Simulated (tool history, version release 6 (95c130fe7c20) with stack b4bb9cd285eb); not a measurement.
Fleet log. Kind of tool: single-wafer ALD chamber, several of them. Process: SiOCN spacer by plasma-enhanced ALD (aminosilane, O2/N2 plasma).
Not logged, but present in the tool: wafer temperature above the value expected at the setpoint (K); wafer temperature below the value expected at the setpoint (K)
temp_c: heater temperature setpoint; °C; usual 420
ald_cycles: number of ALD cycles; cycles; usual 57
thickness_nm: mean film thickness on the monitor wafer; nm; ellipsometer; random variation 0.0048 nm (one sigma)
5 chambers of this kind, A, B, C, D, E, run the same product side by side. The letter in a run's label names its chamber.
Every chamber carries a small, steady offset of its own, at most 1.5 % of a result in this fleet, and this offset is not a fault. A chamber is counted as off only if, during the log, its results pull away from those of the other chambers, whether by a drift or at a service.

run	hour	temp_c	ald_cycles	hours since the last thermocouple change	read-back reference wafer on the same gauge, thickness_nm	thickness_nm
1D	7.2	420	57	1008.8	3.1308	3.2022
2C	14.6	420	57	913.2	3.1305	3.2354
3B	27.7	420	57	830.3	3.1317	3.2116
4E	37.8	420	57	1734.7	3.1322	3.2187
5A	46.3	420	57	953.2	3.1324	3.2773
6B	53.5	420	57	856.1	3.1324	3.2008
7D	61.8	425	52	1063.4	3.1327	2.8896
8C	70.3	425	52	968.9	3.1328	2.9133
9E	81.9	425	52	1778.8	3.1336	2.9001
10A	92.1	425	52	999	3.1335	2.9547
11A	102.1	425	52	1009	3.1351	2.9416
12D	111.7	406	57	1113.3	3.1354	3.359
# hour 111.8: chamber D: thermocouple changed; heater temperature recalibrated
13E	118.6	406	57	1815.5	3.1357	3.3697
14C	125.1	406	57	1023.7	3.1363	3.3947
15B	134.8	406	57	937.4	3.1359	3.3536
16D	142.2	406	57	30.5	3.1356	3.363
17E	149.5	407	61	1846.4	3.136	3.6049
18B	158.1	407	61	960.7	3.1365	3.5886
19A	164.8	407	61	1071.7	3.138	3.6575
20C	177	407	61	1075.6	3.1395	3.6249
21C	185.9	407	61	1084.5	3.1376	3.617
22B	195.8	411	64	998.4	3.1394	3.7178
23A	208.8	411	64	1115.7	3.1398	3.789
24E	220.8	411	64	1917.7	3.1394	3.7391
25D	230	411	64	118.3	3.1411	3.7334
26A	237.6	411	64	1144.5	3.1412	3.8018
27C	250	411	47	1148.6	3.1408	2.7568
28D	260.4	411	47	148.7	3.1417	2.7394
29B	274.3	411	47	1076.9	3.1416	2.7327
30E	282.1	411	47	1979	3.1419	2.7471
31B	294.6	411	47	1097.2	3.1448	2.7313
32A	308.8	420	57	1215.7	3.1446	3.2862
33D	315	420	57	203.3	3.1443	3.2319
34C	321.3	420	57	1219.9	3.1441	3.2516
# hour 325.6: chamber A: thermocouple changed; heater temperature recalibrated
35E	327.6	420	57	2024.5	3.1439	3.2403
36B	338.4	420	57	1141	3.1437	3.2184
37E	348.8	420	57	2045.7	3.146	3.2278
38A	360.5	410	68	35	3.146	4.0624
39D	372.6	410	68	260.9	3.146	3.9877
40C	383.1	410	68	1281.7	3.1464	4.0091
41D	396.6	410	68	284.9	3.1479	3.9936
42A	408.6	410	68	83.1	3.1489	4.0544

Is one chamber off against the others, does the gauge drift, or is nothing wrong? If a chamber is off, say which, and what the likeliest cause is.

It is the gauge, not a chamber: its drift shows up in every chamber's results at once, and no chamber is off.
What lies behind it: gauge reads high (%) = 0.604.

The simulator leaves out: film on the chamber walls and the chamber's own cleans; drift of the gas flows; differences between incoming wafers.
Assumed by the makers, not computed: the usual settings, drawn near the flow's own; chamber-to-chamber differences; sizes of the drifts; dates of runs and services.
